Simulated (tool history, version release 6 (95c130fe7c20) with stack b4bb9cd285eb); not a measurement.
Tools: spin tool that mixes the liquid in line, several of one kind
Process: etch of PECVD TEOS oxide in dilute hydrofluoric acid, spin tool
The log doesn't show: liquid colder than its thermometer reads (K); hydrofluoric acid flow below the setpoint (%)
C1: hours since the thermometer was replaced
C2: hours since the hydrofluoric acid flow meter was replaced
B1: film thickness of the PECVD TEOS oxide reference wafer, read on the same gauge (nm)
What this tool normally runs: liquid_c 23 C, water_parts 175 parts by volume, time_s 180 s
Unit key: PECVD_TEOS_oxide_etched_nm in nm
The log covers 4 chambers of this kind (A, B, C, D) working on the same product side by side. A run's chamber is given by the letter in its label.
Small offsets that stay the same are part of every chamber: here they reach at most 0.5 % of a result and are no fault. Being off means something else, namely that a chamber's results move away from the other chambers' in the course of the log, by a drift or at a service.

Run 1C, day 0.15: usual settings; C1 311.5; C2 1392.5; B1 130.03. Result: PECVD_TEOS_oxide_etched_nm 7.7947 nm.
Run 2B, day 0.317: usual settings; C1 350.3; C2 1089.9; B1 129.97. Result: PECVD_TEOS_oxide_etched_nm 7.7494 nm.
Run 3D, day 0.417: usual settings; C1 1640.2; C2 524.7; B1 130.01. Result: PECVD_TEOS_oxide_etched_nm 7.7391 nm.
Run 4A, day 0.562: usual settings; C1 1442.7; C2 571; B1 130.02. Result: PECVD_TEOS_oxide_etched_nm 7.6561 nm.
Run 5D, day 0.783: usual settings; C1 1649; C2 533.5; B1 130.01. Result: PECVD_TEOS_oxide_etched_nm 7.6854 nm.
Run 6C, day 0.888: usual settings but liquid_c 20 C; C1 329.2; C2 1410.2; B1 130. Result: PECVD_TEOS_oxide_etched_nm 6.9701 nm.
Run 7B, day 1.079: usual settings but liquid_c 20 C; C1 368.6; C2 1108.2; B1 129.98. Result: PECVD_TEOS_oxide_etched_nm 7.0086 nm.
Run 8A, day 1.271: usual settings but liquid_c 20 C; C1 1459.7; C2 588; B1 130. Result: PECVD_TEOS_oxide_etched_nm 6.9205 nm.
Run 9A, day 1.388: usual settings but liquid_c 20 C; C1 1462.5; C2 590.8; B1 130. Result: PECVD_TEOS_oxide_etched_nm 6.9114 nm.
Run 10D, day 1.492: usual settings; C1 1666; C2 550.5; B1 129.97. Result: PECVD_TEOS_oxide_etched_nm 7.7863 nm.
Run 11B, day 1.704: usual settings; C1 383.6; C2 1123.2; B1 130. Result: PECVD_TEOS_oxide_etched_nm 7.7747 nm.
Run 12C, day 1.908: usual settings; C1 353.7; C2 1434.7; B1 130. Result: PECVD_TEOS_oxide_etched_nm 7.8334 nm.
Run 13A, day 2.075: usual settings; C1 1479; C2 607.3; B1 130. Result: PECVD_TEOS_oxide_etched_nm 7.7191 nm.
Run 14D, day 2.192: usual settings; C1 1682.8; C2 567.3; B1 130.01. Result: PECVD_TEOS_oxide_etched_nm 7.7803 nm.
Run 15C, day 2.362: usual settings; C1 364.6; C2 1445.6; B1 129.99. Result: PECVD_TEOS_oxide_etched_nm 7.7334 nm.
Run 16B, day 2.558: usual settings; C1 404.1; C2 1143.7; B1 129.99. Result: PECVD_TEOS_oxide_etched_nm 7.8795 nm.
Run 17D, day 2.779: usual settings but liquid_c 26.5 C, time_s 145 s; C1 1696.9; C2 581.4; B1 129.98. Result: PECVD_TEOS_oxide_etched_nm 7.2499 nm.
Run 18B, day 2.942: usual settings but liquid_c 26.5 C, time_s 145 s; C1 413.3; C2 1152.9; B1 129.99. Result: PECVD_TEOS_oxide_etched_nm 6.9629 nm.
Run 19C, day 3.129: usual settings but liquid_c 26.5 C, time_s 145 s; C1 383; C2 1464; B1 129.98. Result: PECVD_TEOS_oxide_etched_nm 7.0845 nm.
Run 20A, day 3.254: usual settings but liquid_c 26.5 C, time_s 145 s; C1 1507.3; C2 635.6; B1 130.03. Result: PECVD_TEOS_oxide_etched_nm 6.9504 nm.
Run 21A, day 3.392: usual settings; C1 1510.6; C2 638.9; B1 130. Result: PECVD_TEOS_oxide_etched_nm 7.6488 nm.
Run 22D, day 3.533: usual settings; C1 1715; C2 599.5; B1 130.01. Result: PECVD_TEOS_oxide_etched_nm 7.7718 nm.
Run 23C, day 3.721: usual settings; C1 397.2; C2 1478.2; B1 130.02. Result: PECVD_TEOS_oxide_etched_nm 7.8148 nm.
Run 24B, day 3.875: usual settings; C1 435.7; C2 1175.3; B1 130.01. Result: PECVD_TEOS_oxide_etched_nm 7.6817 nm.
Run 25D, day 4.008: usual settings; C1 1726.4; C2 610.9; B1 130.02. Result: PECVD_TEOS_oxide_etched_nm 7.7465 nm.
Run 26A, day 4.167: usual settings; C1 1529.2; C2 657.5; B1 129.98. Result: PECVD_TEOS_oxide_etched_nm 7.501 nm.
Run 27C, day 4.342: usual settings; C1 412.1; C2 1493.1; B1 130. Result: PECVD_TEOS_oxide_etched_nm 7.7403 nm.
Run 28B, day 4.458: usual settings; C1 449.7; C2 1189.3; B1 130.01. Result: PECVD_TEOS_oxide_etched_nm 7.7261 nm.
Run 29C, day 4.571: usual settings; C1 417.6; C2 1498.6; B1 129.99. Result: PECVD_TEOS_oxide_etched_nm 7.7834 nm.
Run 30D, day 4.704: usual settings; C1 1743.1; C2 627.6; B1 129.99. Result: PECVD_TEOS_oxide_etched_nm 7.6769 nm.
Run 31A, day 4.879: usual settings; C1 1546.3; C2 674.6; B1 130.01. Result: PECVD_TEOS_oxide_etched_nm 7.3412 nm.
Run 32B, day 5.088: usual settings; C1 464.8; C2 1204.4; B1 129.99. Result: PECVD_TEOS_oxide_etched_nm 7.8118 nm.
Run 33D, day 5.192: usual settings; C1 1754.8; C2 639.3; B1 129.97. Result: PECVD_TEOS_oxide_etched_nm 7.7491 nm.
Run 34B, day 5.346: usual settings but liquid_c 21 C, water_parts 220 parts by volume; C1 471; C2 1210.6; B1 130.02. Result: PECVD_TEOS_oxide_etched_nm 5.5127 nm.
Run 35A, day 5.55: usual settings but liquid_c 21 C, water_parts 220 parts by volume; C1 1562.4; C2 690.7; B1 129.98. Result: PECVD_TEOS_oxide_etched_nm 5.1594 nm.
Run 36C, day 5.654: usual settings but liquid_c 21 C, water_parts 220 parts by volume; C1 443.6; C2 1524.6; B1 129.96. Result: PECVD_TEOS_oxide_etched_nm 5.4456 nm.
Run 37A, day 5.762: usual settings but liquid_c 21 C, water_parts 220 parts by volume; C1 1567.5; C2 695.8; B1 130.01. Result: PECVD_TEOS_oxide_etched_nm 5.0912 nm.
Run 38C, day 5.975: usual settings; C1 451.3; C2 1532.3; B1 129.98. Result: PECVD_TEOS_oxide_etched_nm 7.6762 nm.
Run 39D, day 6.108: usual settings; C1 1776.8; C2 661.3; B1 130.02. Result: PECVD_TEOS_oxide_etched_nm 7.7425 nm.
Run 40B, day 6.212: usual settings but time_s 130 s; C1 491.8; C2 1231.4; B1 130. Result: PECVD_TEOS_oxide_etched_nm 5.5713 nm.
Run 41D, day 6.325: usual settings but time_s 130 s; C1 1782; C2 666.5; B1 130. Result: PECVD_TEOS_oxide_etched_nm 5.6096 nm.
Run 42B, day 6.446: usual settings but time_s 130 s; C1 497.4; C2 1237; B1 130.01. Result: PECVD_TEOS_oxide_etched_nm 5.6025 nm.
Run 43A, day 6.575: usual settings but time_s 130 s; C1 1587; C2 715.3; B1 130. Result: PECVD_TEOS_oxide_etched_nm 5.2018 nm.
Run 44C, day 6.758: usual settings; C1 470.1; C2 1551.1; B1 129.98. Result: PECVD_TEOS_oxide_etched_nm 7.8393 nm.

The same settings go to every chamber for the next run, one line per chamber below. Forecast the results for each:
Run 45A, day 6.912: usual settings. Result: PECVD_TEOS_oxide_etched_nm ?.
Run 45B, day 6.912: usual settings. Result: PECVD_TEOS_oxide_etched_nm ?.
Run 45C, day 6.912: usual settings. Result: PECVD_TEOS_oxide_etched_nm ?.
Run 45D, day 6.912: usual settings. Result: PECVD_TEOS_oxide_etched_nm ?.

run  PECVD_TEOS_oxide_etched_nm
45A                      7.1652
45B                      7.7663
45C                      7.8386
45D                      7.8012

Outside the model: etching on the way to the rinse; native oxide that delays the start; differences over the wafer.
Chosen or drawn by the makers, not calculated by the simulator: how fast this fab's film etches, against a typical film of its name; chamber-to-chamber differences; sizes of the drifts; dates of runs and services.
